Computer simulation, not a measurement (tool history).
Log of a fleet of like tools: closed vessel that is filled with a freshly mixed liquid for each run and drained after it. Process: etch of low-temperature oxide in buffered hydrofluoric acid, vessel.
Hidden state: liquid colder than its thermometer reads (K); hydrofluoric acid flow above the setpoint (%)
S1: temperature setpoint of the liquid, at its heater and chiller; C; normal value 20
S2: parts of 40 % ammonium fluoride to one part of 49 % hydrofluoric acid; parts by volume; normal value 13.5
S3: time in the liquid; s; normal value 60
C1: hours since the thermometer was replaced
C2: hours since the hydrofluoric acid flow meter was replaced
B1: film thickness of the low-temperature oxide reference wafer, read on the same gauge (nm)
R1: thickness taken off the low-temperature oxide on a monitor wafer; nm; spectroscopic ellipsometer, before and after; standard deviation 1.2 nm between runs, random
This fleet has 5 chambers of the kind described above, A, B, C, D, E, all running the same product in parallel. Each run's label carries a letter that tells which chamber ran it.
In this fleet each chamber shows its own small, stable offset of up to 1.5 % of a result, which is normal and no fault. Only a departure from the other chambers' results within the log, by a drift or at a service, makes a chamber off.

run	day	S1	S2	S3	C1	C2	B1	R1
1D	0.233	20	13.5	60	603.8	1181.2	139.98	148.580
2E	0.517	20	13.5	60	1220.5	882.5	139.99	150.110
3B	0.871	20	13.5	60	186.7	135.2	140.00	147.200
4A	1.183	20	13.5	60	1727.3	339.2	139.99	150.310
5C	1.412	20	13.5	60	2129.4	360.2	139.96	148.750
6E	1.708	20	13.5	60	1249.1	911.1	139.98	152.450
7D	1.975	20	13.5	60	645.6	1223.0	140.01	148.780
# day 2.362: chamber A: thermometer replaced
8C	2.408	20	13.5	60	2153.3	384.1	139.97	151.550
9A	2.875	20	13.5	60	12.3	379.8	139.98	150.520
10B	3.346	20	13.5	60	246.1	194.6	139.97	147.930
11A	3.725	20	13.5	60	32.7	400.2	139.99	148.120
12B	3.971	20	13.5	60	261.1	209.6	139.97	146.920
13E	4.317	20	13.5	60	1311.7	973.7	139.95	148.660
# day 4.683: chamber A: hydrofluoric acid flow meter replaced
14C	4.729	20	13.5	60	2209.0	439.8	139.97	150.850
15D	5.038	17	18.5	60	719.1	1296.5	140.03	92.652
16A	5.296	17	18.5	60	70.4	14.7	139.95	93.137
17D	5.675	17	18.5	60	734.4	1311.8	140.04	90.339
18C	6.054	17	18.5	60	2240.8	471.6	140.04	94.129
19E	6.475	17	18.5	60	1363.5	1025.5	139.99	92.490
20B	6.742	20	13.5	60	327.6	276.1	140.03	143.840
21A	7.212	20	13.5	60	116.4	60.7	139.97	148.650
22B	7.542	20	13.5	60	346.8	295.3	139.98	141.930
23E	7.921	20	13.5	60	1398.2	1060.2	139.99	151.270
24C	8.238	20	13.5	60	2293.2	524.0	140.04	150.250
# day 8.558: chamber C: thermometer replaced
25D	8.658	20	13.5	60	806.0	1383.4	139.97	147.880
# day 8.946: chamber D: thermometer replaced
26A	9.029	20	13.5	60	160.0	104.3	139.99	148.270
27E	9.433	17	13.5	80	1434.5	1096.5	140.00	165.580
28C	9.662	17	13.5	80	26.6	558.2	140.00	167.330
29B	10.042	17	13.5	80	406.8	355.3	139.94	153.880
30D	10.525	17	13.5	80	38.0	1428.2	139.99	168.030

The same settings go to every chamber for the next run, one line per chamber below. Forecast the results for each:
31A	10.896	20	11.0	60				?
31B	10.896	20	11.0	60				?
31C	10.896	20	11.0	60				?
31D	10.896	20	11.0	60				?
31E	10.896	20	11.0	60				?

run	R1
31A	179.610
31B	162.220
31C	182.380
31D	183.950
31E	182.260

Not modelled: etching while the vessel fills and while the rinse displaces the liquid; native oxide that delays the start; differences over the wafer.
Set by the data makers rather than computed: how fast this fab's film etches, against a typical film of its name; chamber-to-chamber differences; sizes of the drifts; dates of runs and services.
